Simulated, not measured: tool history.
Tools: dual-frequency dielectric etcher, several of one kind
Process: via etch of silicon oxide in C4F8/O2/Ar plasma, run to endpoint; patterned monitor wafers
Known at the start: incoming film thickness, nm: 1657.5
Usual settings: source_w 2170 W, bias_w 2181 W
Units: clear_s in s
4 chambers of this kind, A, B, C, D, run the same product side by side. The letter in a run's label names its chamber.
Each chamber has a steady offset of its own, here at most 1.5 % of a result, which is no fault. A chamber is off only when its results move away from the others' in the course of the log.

run   hour  source_w  bias_w  hours since the last wet clean  hours since the last source power generator calibration  hours since the last bias power generator calibration  clear_s
 1D    7.6      2170    2181                           225.0                                                   1629.8                                                 1113.1   311.66
 2C   12.5      2170    2181                            16.0                                                   2787.3                                                 2452.8   310.98
 3B   19.4      2170    2181                           101.4                                                   2623.2                                                  501.5   307.09
 4A   27.5      2170    2181                           641.6                                                   1917.6                                                 1842.8   308.70
 5D   33.0      2170    2181                           250.4                                                   1655.2                                                 1138.5   309.65
 6C   37.7      2170    2181                            41.2                                                   2812.5                                                 2478.0   311.27
      38.7  -- chamber A: wet clean of the chamber
 7B   43.4      2170    2181                           125.4                                                   2647.2                                                  525.5   306.03
 8A   47.8      2170    2181                             9.2                                                   1937.9                                                 1863.1   310.74
 9B   52.8      2170    2181                           134.8                                                   2656.6                                                  534.9   306.81
10A   61.3      2170    2181                            22.7                                                   1951.4                                                 1876.6   309.98
11C   67.9      2170    2181                            71.4                                                   2842.7                                                 2508.2   310.02
12D   76.1      2170    2181                           293.5                                                   1698.3                                                 1181.6   312.78
13D   82.2      2170    2181                           299.6                                                   1704.4                                                 1187.7   311.55
14A   88.3      2170    2181                            49.7                                                   1978.4                                                 1903.6   310.81
15C   92.6      2170    2181                            96.1                                                   2867.4                                                 2532.9   312.21
16B   97.6      2170    2181                           179.6                                                   2701.4                                                  579.7   310.36
17D  104.8      2170    2181                           322.2                                                   1727.0                                                 1210.3   308.53
18B  112.9      2170    2181                           194.9                                                   2716.7                                                  595.0   311.81
19A  118.5      2170    2181                            79.9                                                   2008.6                                                 1933.8   311.41
20C  125.5      2170    2181                           129.0                                                   2900.3                                                 2565.8   311.61
21D  130.1      2170    2181                           347.5                                                   1752.3                                                 1235.6   311.63
22C  136.8      2170    2181                           140.3                                                   2911.6                                                 2577.1   308.77
23A  142.2      2170    2181                           103.6                                                   2032.3                                                 1957.5   313.13
     143.0  -- chamber C: bias power generator calibrated
24B  148.9      2170    2181                           230.9                                                   2752.7                                                  631.0   314.18
25A  153.9      2170    2696                           115.3                                                   2044.0                                                 1969.2   290.91
26C  157.7      2170    2696                           161.2                                                   2932.5                                                   14.8   293.20
27D  164.7      2170    2696                           382.1                                                   1786.9                                                 1270.2   292.75
28B  169.1      2170    2696                           251.1                                                   2772.9                                                  651.2   299.93
29D  173.1      2170    2181                           390.5                                                   1795.3                                                 1278.6   308.05
30C  177.4      2170    2181                           180.9                                                   2952.2                                                   34.5   313.10
31B  183.7      2170    2181                           265.7                                                   2787.5                                                  665.8   319.45
32A  189.3      2170    2181                           150.7                                                   2079.4                                                 2004.6   310.05
33C  194.4      2170    2181                           197.9                                                   2969.2                                                   51.5   310.94
34A  202.0      2170    2181                           163.4                                                   2092.1                                                 2017.3   308.33
35B  206.4      2170    2181                           288.4                                                   2810.2                                                  688.5   324.62

Is one chamber off against the others, does the gauge drift, or is nothing wrong? If a chamber is off, say which, and what the likeliest cause is.

Chamber B drifts away from the others.
Cause: etch rate under this chamber's usual, % = 5.38.

Here are 4 candidates for chamber B's next run, each the usual settings with a change, their results left as question marks. Which one brings its results back in line with what the others give on the usual settings?
In line means no further than this from the other chambers' mean on the usual settings: clear_s 5.30 s
36B-1  212.6      2380    2181                                                                                                                                                        ?
36B-2  212.6      2140    2157                                                                                                                                                        ?
36B-3  212.6      2220    2181                                                                                                                                                        ?
36B-4  212.6      2030    2079                                                                                                                                                        ?

The other chambers' mean on the usual settings: clear_s 310.80 s
  run  clear_s
36B-1   310.33
36B-2   325.00
36B-3   319.19
36B-4   335.55
36B-1 brings the chamber back in line.

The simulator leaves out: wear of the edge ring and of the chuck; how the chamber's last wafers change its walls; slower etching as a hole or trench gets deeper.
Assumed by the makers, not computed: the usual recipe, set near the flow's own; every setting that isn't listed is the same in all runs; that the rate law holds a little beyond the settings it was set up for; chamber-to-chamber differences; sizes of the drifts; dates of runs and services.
